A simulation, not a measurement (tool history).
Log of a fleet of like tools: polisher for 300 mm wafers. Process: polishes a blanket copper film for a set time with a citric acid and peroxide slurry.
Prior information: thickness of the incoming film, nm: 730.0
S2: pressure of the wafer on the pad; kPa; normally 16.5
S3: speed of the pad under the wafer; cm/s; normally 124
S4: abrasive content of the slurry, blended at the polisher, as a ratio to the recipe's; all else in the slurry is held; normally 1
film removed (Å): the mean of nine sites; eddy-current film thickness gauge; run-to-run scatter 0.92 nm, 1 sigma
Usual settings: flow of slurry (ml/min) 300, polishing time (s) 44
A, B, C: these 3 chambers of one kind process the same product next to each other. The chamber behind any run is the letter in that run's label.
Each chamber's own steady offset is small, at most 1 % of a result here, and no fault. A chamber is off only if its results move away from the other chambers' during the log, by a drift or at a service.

run 1B hour=4.6 | flow_of_slurry_(ml/min)=300 S2=16.5 S3=124 S4=1 polishing_time_(s)=44 | film_removed_(Å)=1182.7
run 2A hour=8.8 | flow_of_slurry_(ml/min)=300 S2=16.5 S3=124 S4=1 polishing_time_(s)=44 | film_removed_(Å)=1167.1
-- hour=10.5 chamber A: slurry nozzle cleaned
-- hour=11 chamber C: worn pad replaced by a new one
run 3C hour=12.9 | flow_of_slurry_(ml/min)=300 S2=16.5 S3=124 S4=1 polishing_time_(s)=44 | film_removed_(Å)=1171
run 4B hour=16.2 | flow_of_slurry_(ml/min)=300 S2=16.5 S3=124 S4=1 polishing_time_(s)=44 | film_removed_(Å)=1169.3
-- hour=18.6 chamber B: worn pad replaced by a new one
run 5C hour=20.6 | flow_of_slurry_(ml/min)=300 S2=16.5 S3=124 S4=1 polishing_time_(s)=44 | film_removed_(Å)=1152.4
run 6A hour=23.6 | flow_of_slurry_(ml/min)=395 S2=16.5 S3=124 S4=1 polishing_time_(s)=57 | film_removed_(Å)=1550.6
run 7A hour=26.4 | flow_of_slurry_(ml/min)=395 S2=16.5 S3=124 S4=1 polishing_time_(s)=57 | film_removed_(Å)=1534.3
-- hour=31.9 chamber A: worn pad replaced by a new one
run 8C hour=32.6 | flow_of_slurry_(ml/min)=395 S2=16.5 S3=124 S4=1 polishing_time_(s)=57 | film_removed_(Å)=1545.3
run 9B hour=36.6 | flow_of_slurry_(ml/min)=300 S2=16.5 S3=124 S4=1 polishing_time_(s)=44 | film_removed_(Å)=1153.5
run 10A hour=42 | flow_of_slurry_(ml/min)=300 S2=16.5 S3=124 S4=1 polishing_time_(s)=44 | film_removed_(Å)=1178.9
run 11C hour=47.4 | flow_of_slurry_(ml/min)=300 S2=16.5 S3=124 S4=1 polishing_time_(s)=44 | film_removed_(Å)=1164.4
run 12B hour=51.5 | flow_of_slurry_(ml/min)=300 S2=16.5 S3=124 S4=1 polishing_time_(s)=44 | film_removed_(Å)=1159.5
run 13C hour=54.7 | flow_of_slurry_(ml/min)=300 S2=16.5 S3=124 S4=1 polishing_time_(s)=44 | film_removed_(Å)=1175
-- hour=56.9 chamber C: head pressure recalibrated
run 14A hour=60.3 | flow_of_slurry_(ml/min)=300 S2=16.5 S3=124 S4=1 polishing_time_(s)=44 | film_removed_(Å)=1158.9
run 15B hour=65.2 | flow_of_slurry_(ml/min)=300 S2=16.5 S3=124 S4=1 polishing_time_(s)=44 | film_removed_(Å)=1160.1
-- hour=67.8 chamber A: worn pad replaced by a new one
run 16B hour=71.5 | flow_of_slurry_(ml/min)=300 S2=16.5 S3=124 S4=1 polishing_time_(s)=44 | film_removed_(Å)=1185.6
run 17C hour=75.8 | flow_of_slurry_(ml/min)=300 S2=16.5 S3=124 S4=1 polishing_time_(s)=44 | film_removed_(Å)=1300.4
run 18A hour=78.6 | flow_of_slurry_(ml/min)=300 S2=16.5 S3=124 S4=1 polishing_time_(s)=44 | film_removed_(Å)=1182.6
-- hour=81.7 chamber B: worn pad replaced by a new one
run 19C hour=84.6 | flow_of_slurry_(ml/min)=300 S2=16.5 S3=124 S4=1 polishing_time_(s)=44 | film_removed_(Å)=1304.2
run 20B hour=90.3 | flow_of_slurry_(ml/min)=300 S2=16.5 S3=124 S4=1 polishing_time_(s)=44 | film_removed_(Å)=1156.4
run 21A hour=95.3 | flow_of_slurry_(ml/min)=300 S2=16.5 S3=124 S4=1 polishing_time_(s)=44 | film_removed_(Å)=1169.4
run 22A hour=98.7 | flow_of_slurry_(ml/min)=240 S2=16.5 S3=150 S4=1 polishing_time_(s)=44 | film_removed_(Å)=1362.7

Predict what each chamber gives when all 3 of them run the settings below next.
run 23A hour=103.2 | flow_of_slurry_(ml/min)=300 S2=16.5 S3=124 S4=1 polishing_time_(s)=44 | film_removed_(Å)=?
run 23B hour=103.2 | flow_of_slurry_(ml/min)=300 S2=16.5 S3=124 S4=1 polishing_time_(s)=44 | film_removed_(Å)=?
run 23C hour=103.2 | flow_of_slurry_(ml/min)=300 S2=16.5 S3=124 S4=1 polishing_time_(s)=44 | film_removed_(Å)=?

run=23A film_removed_(Å)=1175.3
run=23B film_removed_(Å)=1179.2
run=23C film_removed_(Å)=1278.6
